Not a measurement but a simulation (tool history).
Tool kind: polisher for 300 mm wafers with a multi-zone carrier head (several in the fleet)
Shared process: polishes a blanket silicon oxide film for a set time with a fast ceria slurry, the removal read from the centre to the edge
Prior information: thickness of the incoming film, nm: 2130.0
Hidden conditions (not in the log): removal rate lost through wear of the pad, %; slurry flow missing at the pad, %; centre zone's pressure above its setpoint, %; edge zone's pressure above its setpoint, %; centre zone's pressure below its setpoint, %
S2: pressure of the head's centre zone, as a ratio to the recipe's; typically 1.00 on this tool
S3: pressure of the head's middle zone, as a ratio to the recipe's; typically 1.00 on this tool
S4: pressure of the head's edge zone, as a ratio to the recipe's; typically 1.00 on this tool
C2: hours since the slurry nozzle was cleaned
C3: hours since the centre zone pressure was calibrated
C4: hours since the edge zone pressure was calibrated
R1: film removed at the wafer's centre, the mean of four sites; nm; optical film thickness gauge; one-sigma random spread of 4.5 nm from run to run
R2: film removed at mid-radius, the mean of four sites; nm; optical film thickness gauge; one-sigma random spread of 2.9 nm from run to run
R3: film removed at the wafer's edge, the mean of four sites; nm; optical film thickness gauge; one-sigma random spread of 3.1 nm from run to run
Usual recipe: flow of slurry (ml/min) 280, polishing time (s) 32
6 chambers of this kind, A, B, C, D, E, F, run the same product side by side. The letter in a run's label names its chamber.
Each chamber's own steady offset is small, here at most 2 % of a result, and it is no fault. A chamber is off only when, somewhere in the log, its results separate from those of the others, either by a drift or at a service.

{"hour": 1.8, "done": "chamber A: worn pad replaced by a new one"}
{"run": "1C", "hour": 5.4, "flow of slurry (ml/min)": 280, "S2": 1.0, "S3": 1.0, "S4": 1.0, "polishing time (s)": 32, "wafers polished on this pad": 1028, "C2": 295.0, "C3": 225.9, "C4": 1183.2, "R1": 455.64, "R2": 456.51, "R3": 453.51}
{"run": "2A", "hour": 9.2, "flow of slurry (ml/min)": 280, "S2": 1.0, "S3": 1.0, "S4": 1.0, "polishing time (s)": 32, "wafers polished on this pad": 78, "C2": 530.0, "C3": 370.4, "C4": 228.9, "R1": 451.23, "R2": 462.73, "R3": 455.8}
{"hour": 15.6, "done": "chamber C: slurry nozzle cleaned"}
{"run": "3F", "hour": 15.8, "flow of slurry (ml/min)": 280, "S2": 1.0, "S3": 1.0, "S4": 1.0, "polishing time (s)": 32, "wafers polished on this pad": 220, "C2": 155.7, "C3": 656.9, "C4": 40.4, "R1": 458.3, "R2": 458.59, "R3": 466.68}
{"run": "4B", "hour": 22.6, "flow of slurry (ml/min)": 280, "S2": 1.0, "S3": 1.0, "S4": 1.0, "polishing time (s)": 32, "wafers polished on this pad": 1445, "C2": 89.0, "C3": 332.7, "C4": 1066.7, "R1": 460.41, "R2": 456.34, "R3": 461.99}
{"hour": 24.8, "done": "chamber E: worn pad replaced by a new one"}
{"hour": 29.9, "done": "chamber B: edge zone pressure recalibrated"}
{"hour": 30.1, "done": "chamber B: worn pad replaced by a new one"}
{"run": "5E", "hour": 31.1, "flow of slurry (ml/min)": 280, "S2": 1.0, "S3": 1.0, "S4": 1.0, "polishing time (s)": 32, "wafers polished on this pad": 66, "C2": 709.0, "C3": 451.2, "C4": 157.6, "R1": 456.49, "R2": 461.53, "R3": 449.55}
{"run": "6D", "hour": 38.4, "flow of slurry (ml/min)": 280, "S2": 1.0, "S3": 1.0, "S4": 1.0, "polishing time (s)": 32, "wafers polished on this pad": 922, "C2": 292.2, "C3": 599.0, "C4": 892.0, "R1": 452.23, "R2": 457.19, "R3": 455.26}
{"hour": 44.4, "done": "chamber C: worn pad replaced by a new one"}
{"run": "7F", "hour": 46.2, "flow of slurry (ml/min)": 280, "S2": 1.0, "S3": 1.0, "S4": 1.0, "polishing time (s)": 32, "wafers polished on this pad": 542, "C2": 186.1, "C3": 687.3, "C4": 70.8, "R1": 453.32, "R2": 455.17, "R3": 457.9}
{"hour": 47.6, "done": "chamber A: slurry nozzle cleaned"}
{"hour": 51.7, "done": "chamber C: centre zone pressure recalibrated"}
{"run": "8E", "hour": 54.5, "flow of slurry (ml/min)": 280, "S2": 1.0, "S3": 1.0, "S4": 1.0, "polishing time (s)": 32, "wafers polished on this pad": 315, "C2": 732.4, "C3": 474.6, "C4": 181.0, "R1": 466.71, "R2": 458.53, "R3": 447.5}
{"hour": 57.1, "done": "chamber A: worn pad replaced by a new one"}
{"hour": 59.8, "done": "chamber F: worn pad replaced by a new one"}
{"run": "9C", "hour": 62.8, "flow of slurry (ml/min)": 280, "S2": 1.0, "S3": 1.0, "S4": 1.0, "polishing time (s)": 32, "wafers polished on this pad": 195, "C2": 47.2, "C3": 11.1, "C4": 1240.6, "R1": 458.95, "R2": 456.29, "R3": 461.38}
{"run": "10B", "hour": 69.3, "flow of slurry (ml/min)": 280, "S2": 1.0, "S3": 1.0, "S4": 1.0, "polishing time (s)": 32, "wafers polished on this pad": 416, "C2": 135.7, "C3": 379.4, "C4": 39.5, "R1": 464.22, "R2": 462.78, "R3": 462.26}
{"hour": 70.1, "done": "chamber D: worn pad replaced by a new one"}
{"run": "11D", "hour": 75.6, "flow of slurry (ml/min)": 280, "S2": 1.0, "S3": 1.0, "S4": 1.0, "polishing time (s)": 32, "wafers polished on this pad": 59, "C2": 329.4, "C3": 636.2, "C4": 929.2, "R1": 455.73, "R2": 458.12, "R3": 448.85}
{"run": "12A", "hour": 82.6, "flow of slurry (ml/min)": 280, "S2": 1.0, "S3": 1.0, "S4": 1.0, "polishing time (s)": 32, "wafers polished on this pad": 270, "C2": 35.1, "C3": 443.8, "C4": 302.3, "R1": 456.68, "R2": 453.34, "R3": 458.9}
{"run": "13F", "hour": 87.7, "flow of slurry (ml/min)": 280, "S2": 1.0, "S3": 1.0, "S4": 1.05, "polishing time (s)": 25, "wafers polished on this pad": 296, "C2": 227.6, "C3": 728.8, "C4": 112.3, "R1": 364.1, "R2": 359.68, "R3": 370.75}
{"hour": 88.7, "done": "chamber E: slurry nozzle cleaned"}
{"hour": 90.3, "done": "chamber F: slurry nozzle cleaned"}
{"run": "14D", "hour": 92.3, "flow of slurry (ml/min)": 280, "S2": 1.0, "S3": 1.0, "S4": 1.05, "polishing time (s)": 25, "wafers polished on this pad": 236, "C2": 346.1, "C3": 652.9, "C4": 945.9, "R1": 356.11, "R2": 358.97, "R3": 357.56}
{"run": "15B", "hour": 98.5, "flow of slurry (ml/min)": 280, "S2": 1.0, "S3": 1.0, "S4": 1.05, "polishing time (s)": 25, "wafers polished on this pad": 725, "C2": 164.9, "C3": 408.6, "C4": 68.7, "R1": 352.17, "R2": 359.76, "R3": 369.75}
{"run": "16A", "hour": 104.7, "flow of slurry (ml/min)": 280, "S2": 1.0, "S3": 1.0, "S4": 1.05, "polishing time (s)": 25, "wafers polished on this pad": 505, "C2": 57.2, "C3": 465.9, "C4": 324.4, "R1": 349.08, "R2": 354.68, "R3": 361.55}
{"run": "17E", "hour": 110.5, "flow of slurry (ml/min)": 280, "S2": 1.0, "S3": 1.0, "S4": 1.05, "polishing time (s)": 25, "wafers polished on this pad": 909, "C2": 21.8, "C3": 530.6, "C4": 237.0, "R1": 366.03, "R2": 365.6, "R3": 358.77}
{"hour": 112.8, "done": "chamber A: worn pad replaced by a new one"}
{"run": "18C", "hour": 114.5, "flow of slurry (ml/min)": 280, "S2": 1.0, "S3": 1.0, "S4": 1.05, "polishing time (s)": 25, "wafers polished on this pad": 743, "C2": 98.9, "C3": 62.8, "C4": 1292.3, "R1": 361.86, "R2": 354.45, "R3": 367.39}
{"hour": 117.5, "done": "chamber F: worn pad replaced by a new one"}
{"run": "19D", "hour": 120.7, "flow of slurry (ml/min)": 280, "S2": 1.0, "S3": 1.0, "S4": 1.0, "polishing time (s)": 32, "wafers polished on this pad": 537, "C2": 374.5, "C3": 681.3, "C4": 974.3, "R1": 450.06, "R2": 454.25, "R3": 458.98}
{"run": "20E", "hour": 126.8, "flow of slurry (ml/min)": 280, "S2": 1.0, "S3": 1.0, "S4": 1.0, "polishing time (s)": 32, "wafers polished on this pad": 1082, "C2": 38.1, "C3": 546.9, "C4": 253.3, "R1": 459.86, "R2": 463.65, "R3": 454.03}
{"run": "21C", "hour": 135.1, "flow of slurry (ml/min)": 280, "S2": 1.0, "S3": 1.0, "S4": 1.0, "polishing time (s)": 32, "wafers polished on this pad": 962, "C2": 119.5, "C3": 83.4, "C4": 1312.9, "R1": 457.14, "R2": 463.62, "R3": 459.18}
{"run": "22F", "hour": 139.8, "flow of slurry (ml/min)": 280, "S2": 1.0, "S3": 1.0, "S4": 1.0, "polishing time (s)": 32, "wafers polished on this pad": 236, "C2": 49.5, "C3": 780.9, "C4": 164.4, "R1": 454.88, "R2": 456.27, "R3": 462.72}
{"run": "23A", "hour": 144.8, "flow of slurry (ml/min)": 280, "S2": 1.0, "S3": 1.0, "S4": 1.0, "polishing time (s)": 32, "wafers polished on this pad": 340, "C2": 97.3, "C3": 506.0, "C4": 364.5, "R1": 454.53, "R2": 458.54, "R3": 451.52}
{"run": "24B", "hour": 149.1, "flow of slurry (ml/min)": 280, "S2": 1.0, "S3": 1.0, "S4": 1.0, "polishing time (s)": 32, "wafers polished on this pad": 1262, "C2": 215.5, "C3": 459.2, "C4": 119.3, "R1": 446.52, "R2": 457.79, "R3": 458.71}
{"hour": 149.8, "done": "chamber E: worn pad replaced by a new one"}
{"hour": 154.0, "done": "chamber B: worn pad replaced by a new one"}
{"run": "25C", "hour": 155.4, "flow of slurry (ml/min)": 280, "S2": 1.0, "S3": 1.0, "S4": 1.0, "polishing time (s)": 32, "wafers polished on this pad": 1177, "C2": 139.8, "C3": 103.7, "C4": 1333.2, "R1": 459.82, "R2": 458.93, "R3": 457.69}
{"hour": 161.2, "done": "chamber A: worn pad replaced by a new one"}
{"run": "26B", "hour": 161.2, "flow of slurry (ml/min)": 360, "S2": 1.0, "S3": 1.0, "S4": 1.0, "polishing time (s)": 43, "wafers polished on this pad": 77, "C2": 227.6, "C3": 471.3, "C4": 131.4, "R1": 600.7, "R2": 627.8, "R3": 639.4}
{"run": "27D", "hour": 168.1, "flow of slurry (ml/min)": 360, "S2": 1.0, "S3": 1.0, "S4": 1.0, "polishing time (s)": 43, "wafers polished on this pad": 1040, "C2": 421.9, "C3": 728.7, "C4": 1021.7, "R1": 617.83, "R2": 626.53, "R3": 617.36}
{"run": "28A", "hour": 175.7, "flow of slurry (ml/min)": 360, "S2": 1.0, "S3": 1.0, "S4": 1.0, "polishing time (s)": 43, "wafers polished on this pad": 154, "C2": 128.2, "C3": 536.9, "C4": 395.4, "R1": 622.19, "R2": 621.47, "R3": 626.58}
{"hour": 182.3, "done": "chamber C: worn pad replaced by a new one"}
{"run": "29F", "hour": 183.9, "flow of slurry (ml/min)": 360, "S2": 1.0, "S3": 1.0, "S4": 1.0, "polishing time (s)": 43, "wafers polished on this pad": 704, "C2": 93.6, "C3": 825.0, "C4": 208.5, "R1": 629.75, "R2": 627.57, "R3": 631.69}
{"hour": 185.6, "done": "chamber F: worn pad replaced by a new one"}
{"run": "30E", "hour": 190.6, "flow of slurry (ml/min)": 360, "S2": 1.0, "S3": 1.0, "S4": 1.0, "polishing time (s)": 43, "wafers polished on this pad": 433, "C2": 101.9, "C3": 610.7, "C4": 317.1, "R1": 639.45, "R2": 641.79, "R3": 612.08}
{"hour": 191.3, "done": "chamber D: edge zone pressure recalibrated"}
{"run": "31F", "hour": 195.6, "flow of slurry (ml/min)": 360, "S2": 1.0, "S3": 1.0, "S4": 1.0, "polishing time (s)": 43, "wafers polished on this pad": 106, "C2": 105.3, "C3": 836.7, "C4": 220.2, "R1": 616.62, "R2": 626.77, "R3": 628.04}
{"run": "32E", "hour": 203.6, "flow of slurry (ml/min)": 280, "S2": 1.0, "S3": 1.0, "S4": 1.0, "polishing time (s)": 32, "wafers polished on this pad": 570, "C2": 114.9, "C3": 623.7, "C4": 330.1, "R1": 461.99, "R2": 459.2, "R3": 452.56}
{"hour": 207.2, "done": "chamber D: worn pad replaced by a new one"}
{"run": "33C", "hour": 210.2, "flow of slurry (ml/min)": 280, "S2": 1.0, "S3": 1.0, "S4": 1.0, "polishing time (s)": 32, "wafers polished on this pad": 296, "C2": 194.6, "C3": 158.5, "C4": 1388.0, "R1": 462.15, "R2": 464.79, "R3": 462.83}
{"run": "34D", "hour": 217.0, "flow of slurry (ml/min)": 280, "S2": 1.0, "S3": 1.0, "S4": 1.0, "polishing time (s)": 32, "wafers polished on this pad": 104, "C2": 470.8, "C3": 777.6, "C4": 25.8, "R1": 455.54, "R2": 458.98, "R3": 451.93}
{"hour": 218.3, "done": "chamber A: worn pad replaced by a new one"}
{"run": "35A", "hour": 223.1, "flow of slurry (ml/min)": 280, "S2": 1.0, "S3": 1.0, "S4": 1.0, "polishing time (s)": 32, "wafers polished on this pad": 51, "C2": 175.6, "C3": 584.3, "C4": 442.8, "R1": 455.86, "R2": 453.88, "R3": 449.59}
{"run": "36B", "hour": 230.1, "flow of slurry (ml/min)": 280, "S2": 1.0, "S3": 1.0, "S4": 1.0, "polishing time (s)": 32, "wafers polished on this pad": 808, "C2": 296.5, "C3": 540.2, "C4": 200.3, "R1": 424.79, "R2": 459.33, "R3": 462.55}
{"run": "37B", "hour": 234.1, "flow of slurry (ml/min)": 185, "S2": 1.0, "S3": 1.08, "S4": 1.0, "polishing time (s)": 32, "wafers polished on this pad": 850, "C2": 300.5, "C3": 544.2, "C4": 204.3, "R1": 394.32, "R2": 466.76, "R3": 441.3}
{"hour": 239.4, "done": "chamber F: worn pad replaced by a new one"}
{"run": "38A", "hour": 239.8, "flow of slurry (ml/min)": 185, "S2": 1.0, "S3": 1.08, "S4": 1.0, "polishing time (s)": 32, "wafers polished on this pad": 228, "C2": 192.3, "C3": 601.0, "C4": 459.5, "R1": 428.25, "R2": 465.5, "R3": 441.86}
{"run": "39E", "hour": 245.1, "flow of slurry (ml/min)": 185, "S2": 1.0, "S3": 1.08, "S4": 1.0, "polishing time (s)": 32, "wafers polished on this pad": 1011, "C2": 156.4, "C3": 665.2, "C4": 371.6, "R1": 434.77, "R2": 468.01, "R3": 434.74}
{"run": "40D", "hour": 249.4, "flow of slurry (ml/min)": 185, "S2": 1.0, "S3": 1.08, "S4": 1.0, "polishing time (s)": 32, "wafers polished on this pad": 447, "C2": 503.2, "C3": 810.0, "C4": 58.2, "R1": 431.49, "R2": 463.96, "R3": 435.61}
{"run": "41F", "hour": 254.3, "flow of slurry (ml/min)": 185, "S2": 1.0, "S3": 1.08, "S4": 1.0, "polishing time (s)": 32, "wafers polished on this pad": 158, "C2": 164.0, "C3": 895.4, "C4": 278.9, "R1": 428.71, "R2": 462.9, "R3": 438.17}
{"run": "42C", "hour": 261.4, "flow of slurry (ml/min)": 185, "S2": 1.0, "S3": 1.08, "S4": 1.0, "polishing time (s)": 32, "wafers polished on this pad": 839, "C2": 245.8, "C3": 209.7, "C4": 1439.2, "R1": 439.47, "R2": 457.28, "R3": 437.95}
{"run": "43A", "hour": 266.6, "flow of slurry (ml/min)": 280, "S2": 1.0, "S3": 1.07, "S4": 1.0, "polishing time (s)": 32, "wafers polished on this pad": 512, "C2": 219.1, "C3": 627.8, "C4": 486.3, "R1": 452.33, "R2": 487.02, "R3": 452.21}

What goes on in this fleet: one chamber off, a drifting gauge, or nothing beyond the chambers' own small offsets? Name the chamber and the cause, if any.

Chamber B drifts away from the others.
What lies behind it: centre zone's pressure below its setpoint, % = 8.49.

Which of the 4 candidates below, each the usual settings with something changed and its results left as question marks, puts chamber B back in line with what the other chambers give on the usual settings?
To be in line, a result may differ from the other chambers' mean on the usual settings by at most: R1 16.00 nm; R2 10.00 nm; R3 11.00 nm
{"run": "44B-1", "hour": 272.8, "flow of slurry (ml/min)": 275, "S2": 0.91, "S3": 1.01, "S4": 1.04, "polishing time (s)": 32, "R1": "?", "R2": "?", "R3": "?"}
{"run": "44B-2", "hour": 272.8, "flow of slurry (ml/min)": 285, "S2": 1.09, "S3": 0.99, "S4": 0.96, "polishing time (s)": 32, "R1": "?", "R2": "?", "R3": "?"}
{"run": "44B-3", "hour": 272.8, "flow of slurry (ml/min)": 280, "S2": 0.97, "S3": 1.0, "S4": 1.01, "polishing time (s)": 32, "R1": "?", "R2": "?", "R3": "?"}
{"run": "44B-4", "hour": 272.8, "flow of slurry (ml/min)": 280, "S2": 1.03, "S3": 1.0, "S4": 0.99, "polishing time (s)": 32, "R1": "?", "R2": "?", "R3": "?"}

Mean of the other chambers on the usual settings: R1 457.18 nm; R2 457.60 nm; R3 455.33 nm
run=44B-1 R1=373.10 R2=463.85 R3=470.28
run=44B-2 R1=457.26 R2=456.76 R3=452.11
run=44B-3 R1=401.37 R2=460.39 R3=463.69
run=44B-4 R1=428.85 R2=460.26 R3=458.77
With 44B-2, the chamber falls back in line with the rest.
